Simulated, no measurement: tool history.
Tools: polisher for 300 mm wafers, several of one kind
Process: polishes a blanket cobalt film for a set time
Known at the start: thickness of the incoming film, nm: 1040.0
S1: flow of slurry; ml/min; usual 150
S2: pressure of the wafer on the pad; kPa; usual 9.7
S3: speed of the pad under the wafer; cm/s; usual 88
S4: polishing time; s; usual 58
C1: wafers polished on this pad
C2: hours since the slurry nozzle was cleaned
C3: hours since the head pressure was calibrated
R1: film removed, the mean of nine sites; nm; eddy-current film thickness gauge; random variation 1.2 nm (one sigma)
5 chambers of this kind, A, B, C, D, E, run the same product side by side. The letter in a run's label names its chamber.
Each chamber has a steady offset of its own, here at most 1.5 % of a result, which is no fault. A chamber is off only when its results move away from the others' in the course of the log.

run,hour,S1,S2,S3,S4,C1,C2,C3,R1
1D,4.6,150,9.7,88,58,228,424.3,135.7,156.03
2A,9.9,150,9.7,88,58,239,646.5,93.8,153.11
3C,16.2,150,9.7,88,58,902,180.2,178.8,153.60
4B,20.9,150,9.7,88,58,292,329.1,413.2,158.66
5E,25.2,150,9.7,88,58,915,449.2,251.8,155.57
6A,32.6,150,9.7,88,58,394,669.2,116.5,154.23
7C,39.4,150,9.7,88,58,1061,203.4,202.0,153.14
8E,45.0,150,9.7,88,58,1051,469.0,271.6,153.95
# hour 46.1: chamber E: worn pad replaced by a new one
9D,50.7,150,9.7,88,58,544,470.4,181.8,153.83
10B,57.1,150,9.7,88,58,539,365.3,449.4,155.87
11D,62.1,150,9.7,88,58,622,481.8,193.2,155.06
12E,69.6,150,9.7,88,58,161,493.6,296.2,153.87
13A,75.6,150,9.7,88,58,688,712.2,159.5,154.22
14C,80.9,150,9.7,108,58,1344,244.9,243.5,187.74
# hour 83.1: chamber C: slurry nozzle cleaned
15B,85.2,150,9.7,108,58,732,393.4,477.5,193.52
# hour 91.2: chamber C: worn pad replaced by a new one
16D,92.8,150,9.7,108,58,831,512.5,223.9,186.85
17A,101.0,150,9.7,108,58,861,737.6,184.9,184.18
18E,107.4,150,9.7,108,58,419,531.4,334.0,190.06
19B,114.5,150,9.7,88,58,932,422.7,506.8,157.45
20C,119.2,150,9.7,88,58,192,36.1,281.8,153.56
# hour 121.7: chamber D: worn pad replaced by a new one
21B,123.9,150,9.7,88,58,996,432.1,516.2,157.03
# hour 126.3: chamber B: worn pad replaced by a new one
22E,131.3,150,9.7,88,58,582,555.3,357.9,155.91
23C,136.9,150,9.7,88,58,313,53.8,299.5,153.39
24A,145.3,150,9.7,110,58,1164,781.9,229.2,185.86
25D,153.2,150,9.7,110,58,215,572.9,284.3,190.51
26B,156.9,150,9.7,110,58,209,465.1,549.2,195.80
27A,163.9,150,9.7,110,58,1292,800.5,247.8,182.00
28D,168.1,150,9.7,110,58,317,587.8,299.2,194.25
29C,176.2,150,9.7,88,58,581,93.1,338.8,153.48
30E,180.0,150,9.7,88,58,915,604.0,406.6,153.16
31C,184.7,150,9.7,88,58,639,101.6,347.3,152.09
# hour 186.9: chamber A: head pressure recalibrated
32A,192.4,150,9.7,88,58,1486,829.0,5.6,145.01
33E,198.7,150,9.7,88,58,1043,622.7,425.3,154.98
# hour 199.6: chamber C: head pressure recalibrated
34B,202.9,150,9.7,88,58,524,511.1,595.2,157.45
35D,208.8,150,9.7,88,58,596,628.5,339.9,155.90
# hour 215.4: chamber E: worn pad replaced by a new one
36C,215.7,150,9.7,88,58,851,132.6,16.2,153.24
37A,223.6,150,9.7,88,58,1700,860.2,36.8,142.95
38E,227.4,150,12.4,88,67,82,651.4,454.0,230.61
39D,231.3,150,12.4,88,67,749,651.0,362.4,229.29
40B,237.7,150,12.4,88,67,762,545.9,630.0,233.74
41E,241.6,150,12.4,88,67,179,665.6,468.2,229.70
42D,246.7,150,12.4,88,67,855,666.4,377.8,231.55
43B,252.0,150,9.7,88,58,859,560.2,644.3,158.30

Is one chamber off against the others, does the gauge drift, or is nothing wrong? If a chamber is off, say which, and what the likeliest cause is.

Chamber A drifts away from the others.
Cause: removal rate lost through wear of the pad, % = 7.73.
The log may not tell that from: slurry flow missing at the pad, %.

Here are 4 candidates for chamber A's next run, each the usual settings with a change, their results left as question marks. Which one brings its results back in line with what the others give on the usual settings?
In line means no further than this from the other chambers' mean on the usual settings: R1 4.10 nm
44A-1,258.1,150,9.7,92,61,,,,?
44A-2,258.1,150,10.3,92,61,,,,?
44A-3,258.1,150,9.7,88,53,,,,?
44A-4,258.1,150,9.0,84,56,,,,?

The other chambers' mean on the usual settings: R1 154.98 nm
run,R1
44A-1,155.81
44A-2,167.10
44A-3,129.57
44A-4,121.30
44A-1 brings the chamber back in line.
